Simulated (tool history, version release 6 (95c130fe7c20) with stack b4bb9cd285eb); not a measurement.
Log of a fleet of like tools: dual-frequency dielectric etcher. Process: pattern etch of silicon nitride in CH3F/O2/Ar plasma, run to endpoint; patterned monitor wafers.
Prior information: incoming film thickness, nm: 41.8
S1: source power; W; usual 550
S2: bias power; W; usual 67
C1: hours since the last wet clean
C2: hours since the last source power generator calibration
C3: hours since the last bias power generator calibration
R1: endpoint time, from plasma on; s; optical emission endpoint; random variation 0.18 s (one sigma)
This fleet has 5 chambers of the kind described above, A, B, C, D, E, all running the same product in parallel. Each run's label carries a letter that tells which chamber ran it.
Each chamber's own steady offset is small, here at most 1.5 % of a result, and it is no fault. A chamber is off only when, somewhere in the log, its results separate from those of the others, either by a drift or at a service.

run 1E hour=7.4 | S1=550 S2=67 | C1=206.5 C2=35.2 C3=1682.4 | R1=55.848
run 2D hour=13.5 | S1=550 S2=67 | C1=53.3 C2=569.8 C3=866.9 | R1=55.095
run 3A hour=23.1 | S1=550 S2=67 | C1=59.2 C2=2516.8 C3=1322 | R1=54.126
run 4C hour=27.7 | S1=550 S2=67 | C1=178.7 C2=528 C3=686.2 | R1=54.33
run 5B hour=34.1 | S1=600 S2=54 | C1=436.5 C2=1576.2 C3=121 | R1=56.7
run 6D hour=44.2 | S1=600 S2=54 | C1=84 C2=600.5 C3=897.6 | R1=56.664
run 7E hour=53.2 | S1=600 S2=54 | C1=252.3 C2=81 C3=1728.2 | R1=57.686
-- hour=54.4 chamber B: wet clean of the chamber
run 8C hour=61.8 | S1=600 S2=54 | C1=212.8 C2=562.1 C3=720.3 | R1=56.316
run 9A hour=66.6 | S1=600 S2=54 | C1=102.7 C2=2560.3 C3=1365.5 | R1=56.442
run 10B hour=73.8 | S1=550 S2=67 | C1=19.4 C2=1615.9 C3=160.7 | R1=54.449
run 11C hour=83.6 | S1=550 S2=67 | C1=234.6 C2=583.9 C3=742.1 | R1=54.566
run 12E hour=92.2 | S1=480 S2=67 | C1=291.3 C2=120 C3=1767.2 | R1=59.203
run 13A hour=101.6 | S1=480 S2=67 | C1=137.7 C2=2595.3 C3=1400.5 | R1=57.097
run 14B hour=111.9 | S1=480 S2=67 | C1=57.5 C2=1654 C3=198.8 | R1=57.318
run 15D hour=117.1 | S1=480 S2=67 | C1=156.9 C2=673.4 C3=970.5 | R1=57.794
run 16B hour=122.6 | S1=480 S2=67 | C1=68.2 C2=1664.7 C3=209.5 | R1=57.441
run 17A hour=132.3 | S1=550 S2=67 | C1=168.4 C2=2626 C3=1431.2 | R1=54.084
run 18E hour=137.3 | S1=550 S2=67 | C1=336.4 C2=165.1 C3=1812.3 | R1=56.381
-- hour=140.2 chamber E: bias power generator calibrated
run 19C hour=142 | S1=550 S2=67 | C1=293 C2=642.3 C3=800.5 | R1=54.711
run 20D hour=151.1 | S1=410 S2=67 | C1=190.9 C2=707.4 C3=1004.5 | R1=61.523
run 21D hour=155.6 | S1=410 S2=67 | C1=195.4 C2=711.9 C3=1009 | R1=61.681
run 22C hour=165.4 | S1=410 S2=67 | C1=316.4 C2=665.7 C3=823.9 | R1=61.52
run 23B hour=175.4 | S1=410 S2=67 | C1=121 C2=1717.5 C3=262.3 | R1=60.963
run 24E hour=180.1 | S1=410 S2=67 | C1=379.2 C2=207.9 C3=40 | R1=63.34
run 25A hour=188.9 | S1=670 S2=61 | C1=225 C2=2682.6 C3=1487.8 | R1=51.952
run 26D hour=196.1 | S1=670 S2=61 | C1=235.9 C2=752.4 C3=1049.5 | R1=52.218
run 27A hour=206 | S1=670 S2=61 | C1=242.1 C2=2699.7 C3=1504.9 | R1=51.637
run 28C hour=211.3 | S1=670 S2=61 | C1=362.3 C2=711.6 C3=869.8 | R1=52.171
run 29E hour=220.6 | S1=670 S2=61 | C1=419.7 C2=248.4 C3=80.5 | R1=54.605
run 30B hour=225.3 | S1=550 S2=67 | C1=170.9 C2=1767.4 C3=312.2 | R1=54.522
run 31D hour=234.7 | S1=550 S2=67 | C1=274.5 C2=791 C3=1088.1 | R1=54.86
run 32B hour=243.9 | S1=550 S2=67 | C1=189.5 C2=1786 C3=330.8 | R1=54.25

Is one chamber off against the others, does the gauge drift, or is nothing wrong? If a chamber is off, say which, and what the likeliest cause is.

One chamber, E, drifts off from the rest bit by bit.
Likeliest cause: etch rate under this chamber's usual, % = 2.79.

Here are 4 candidates for chamber E's next run, each the usual settings with a change, their results left as question marks. Which one brings its results back in line with what the others give on the usual settings?
In line here means within this much of the mean the other chambers give on the usual settings: R1 0.63 s
run 33E-1 hour=251.2 | S1=420 S2=67 | R1=?
run 33E-2 hour=251.2 | S1=640 S2=76 | R1=?
run 33E-3 hour=251.2 | S1=550 S2=58 | R1=?
run 33E-4 hour=251.2 | S1=620 S2=67 | R1=?

Average result of the remaining chambers running the usual settings: R1 54.607 s
run=33E-1 R1=63.33
run=33E-2 R1=51.785
run=33E-3 R1=59.85
run=33E-4 R1=54.61
33E-4 is the one that brings the chamber's results back in line with the other chambers.
